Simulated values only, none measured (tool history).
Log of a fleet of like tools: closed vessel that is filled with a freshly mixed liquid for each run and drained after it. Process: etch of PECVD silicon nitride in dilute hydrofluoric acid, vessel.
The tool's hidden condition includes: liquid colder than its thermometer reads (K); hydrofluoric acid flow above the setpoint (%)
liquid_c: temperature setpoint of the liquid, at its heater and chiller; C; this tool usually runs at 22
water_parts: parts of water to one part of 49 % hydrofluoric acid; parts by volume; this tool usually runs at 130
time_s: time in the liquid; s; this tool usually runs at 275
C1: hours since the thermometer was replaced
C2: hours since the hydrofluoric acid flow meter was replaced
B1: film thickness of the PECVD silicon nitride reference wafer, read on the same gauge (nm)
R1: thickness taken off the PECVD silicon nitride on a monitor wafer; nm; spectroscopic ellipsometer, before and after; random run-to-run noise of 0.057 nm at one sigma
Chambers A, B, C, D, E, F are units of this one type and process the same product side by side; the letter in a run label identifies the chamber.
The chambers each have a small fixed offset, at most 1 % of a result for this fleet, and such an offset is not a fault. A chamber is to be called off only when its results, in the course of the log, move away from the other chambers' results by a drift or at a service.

run 1D hour=6.4 | liquid_c=22 water_parts=130 time_s=275 | C1=1372.9 C2=974 | B1=120 | R1=6.8163
run 2A hour=16.2 | liquid_c=22 water_parts=130 time_s=275 | C1=389 C2=679.6 | B1=120.01 | R1=6.9189
run 3F hour=28.3 | liquid_c=22 water_parts=130 time_s=275 | C1=862.2 C2=1389.4 | B1=119.98 | R1=6.7522
run 4B hour=40.2 | liquid_c=22 water_parts=130 time_s=275 | C1=505.6 C2=510.3 | B1=120.02 | R1=6.8611
run 5E hour=50.2 | liquid_c=22 water_parts=130 time_s=275 | C1=1219.3 C2=196.1 | B1=119.98 | R1=6.7931
run 6C hour=58.6 | liquid_c=22 water_parts=130 time_s=275 | C1=146.5 C2=987.3 | B1=120 | R1=6.7491
run 7F hour=67 | liquid_c=22 water_parts=130 time_s=275 | C1=900.9 C2=1428.1 | B1=120.03 | R1=6.8002
run 8E hour=80.8 | liquid_c=22 water_parts=130 time_s=275 | C1=1249.9 C2=226.7 | B1=120 | R1=6.8923
run 9A hour=91.2 | liquid_c=22 water_parts=130 time_s=275 | C1=464 C2=754.6 | B1=119.99 | R1=6.749
run 10D hour=97.5 | liquid_c=22 water_parts=130 time_s=275 | C1=1464 C2=1065.1 | B1=119.99 | R1=6.6767
run 11B hour=107.2 | liquid_c=22 water_parts=90 time_s=385 | C1=572.6 C2=577.3 | B1=119.98 | R1=13.951
run 12C hour=120.9 | liquid_c=22 water_parts=90 time_s=385 | C1=208.8 C2=1049.6 | B1=120.01 | R1=13.324
run 13B hour=130.5 | liquid_c=22 water_parts=90 time_s=385 | C1=595.9 C2=600.6 | B1=120 | R1=13.769
run 14E hour=143.4 | liquid_c=22 water_parts=90 time_s=385 | C1=1312.5 C2=289.3 | B1=120.02 | R1=13.922
run 15C hour=152.7 | liquid_c=22 water_parts=90 time_s=385 | C1=240.6 C2=1081.4 | B1=120.01 | R1=13.661
run 16D hour=158.9 | liquid_c=22 water_parts=90 time_s=385 | C1=1525.4 C2=1126.5 | B1=120.01 | R1=13.644
run 17F hour=165.7 | liquid_c=19.5 water_parts=130 time_s=405 | C1=999.6 C2=1526.8 | B1=119.99 | R1=8.42
run 18A hour=172 | liquid_c=19.5 water_parts=130 time_s=405 | C1=544.8 C2=835.4 | B1=120.02 | R1=8.6109
run 19A hour=181 | liquid_c=19.5 water_parts=130 time_s=405 | C1=553.8 C2=844.4 | B1=120.01 | R1=8.7149
run 20C hour=191.8 | liquid_c=19.5 water_parts=130 time_s=405 | C1=279.7 C2=1120.5 | B1=120 | R1=8.2827
run 21B hour=203.4 | liquid_c=19.5 water_parts=130 time_s=405 | C1=668.8 C2=673.5 | B1=119.99 | R1=8.4969
-- hour=211.5 chamber B: thermometer replaced
run 22E hour=211.9 | liquid_c=19.5 water_parts=130 time_s=405 | C1=1381 C2=357.8 | B1=120 | R1=8.6304
run 23D hour=221.5 | liquid_c=22 water_parts=130 time_s=275 | C1=1588 C2=1189.1 | B1=120 | R1=6.8219
run 24F hour=232.3 | liquid_c=22 water_parts=130 time_s=275 | C1=1066.2 C2=1593.4 | B1=120 | R1=6.8607
run 25C hour=245.7 | liquid_c=25 water_parts=130 time_s=275 | C1=333.6 C2=1174.4 | B1=120.02 | R1=8.4161
run 26F hour=258.5 | liquid_c=25 water_parts=130 time_s=275 | C1=1092.4 C2=1619.6 | B1=120 | R1=8.253
run 27B hour=267.5 | liquid_c=25 water_parts=130 time_s=275 | C1=56.1 C2=737.6 | B1=119.99 | R1=8.4181
run 28E hour=277.6 | liquid_c=25 water_parts=130 time_s=275 | C1=1446.7 C2=423.5 | B1=120 | R1=8.2979
run 29A hour=287.6 | liquid_c=25 water_parts=130 time_s=275 | C1=660.4 C2=951 | B1=120 | R1=8.589
run 30D hour=297.2 | liquid_c=25 water_parts=130 time_s=275 | C1=1663.7 C2=1264.8 | B1=119.97 | R1=8.1774
run 31E hour=304.7 | liquid_c=19.5 water_parts=130 time_s=395 | C1=1473.8 C2=450.6 | B1=120.01 | R1=8.3278
run 32A hour=317.3 | liquid_c=19.5 water_parts=130 time_s=395 | C1=690.1 C2=980.7 | B1=119.98 | R1=8.7958
run 33D hour=328.6 | liquid_c=19.5 water_parts=130 time_s=395 | C1=1695.1 C2=1296.2 | B1=120 | R1=8.2724
run 34B hour=337.6 | liquid_c=19.5 water_parts=130 time_s=395 | C1=126.2 C2=807.7 | B1=120 | R1=8.3184
run 35F hour=348.4 | liquid_c=19.5 water_parts=130 time_s=395 | C1=1182.3 C2=1709.5 | B1=120.01 | R1=8.2481
run 36C hour=358.6 | liquid_c=19.5 water_parts=130 time_s=395 | C1=446.5 C2=1287.3 | B1=119.97 | R1=8.1514
run 37C hour=367.1 | liquid_c=22 water_parts=130 time_s=275 | C1=455 C2=1295.8 | B1=119.99 | R1=6.7877
run 38A hour=375.5 | liquid_c=22 water_parts=130 time_s=275 | C1=748.3 C2=1038.9 | B1=119.99 | R1=7.3782

Read the log: is a single chamber off, either drifting away or since a service, is the gauge that measures every chamber drifting, or is nothing wrong beyond small per-chamber offsets? Name any odd chamber and what most likely caused it.

One chamber, A, drifts off from the rest bit by bit.
Most likely cause: hydrofluoric acid flow above the setpoint (%) = 9.46.
Not necessarily distinguishable in this log from: liquid hotter than its thermometer reads (K).

Here are 4 candidates for chamber A's next run, each the usual settings with a change, their results left as question marks. Which one brings its results back in line with what the others give on the usual settings?
In line here means within this much of the mean the other chambers give on the usual settings: R1 0.2 nm
run 39A-1 hour=385.4 | liquid_c=22.5 water_parts=130 time_s=290 | R1=?
run 39A-2 hour=385.4 | liquid_c=22 water_parts=130 time_s=265 | R1=?
run 39A-3 hour=385.4 | liquid_c=22 water_parts=130 time_s=250 | R1=?
run 39A-4 hour=385.4 | liquid_c=22 water_parts=130 time_s=285 | R1=?

Average result of the remaining chambers running the usual settings: R1 6.798 nm
run=39A-1 R1=8.0826
run=39A-2 R1=7.1449
run=39A-3 R1=6.7405
run=39A-4 R1=7.6841
Change 39A-3 lands the chamber within the allowed miss of the other chambers.
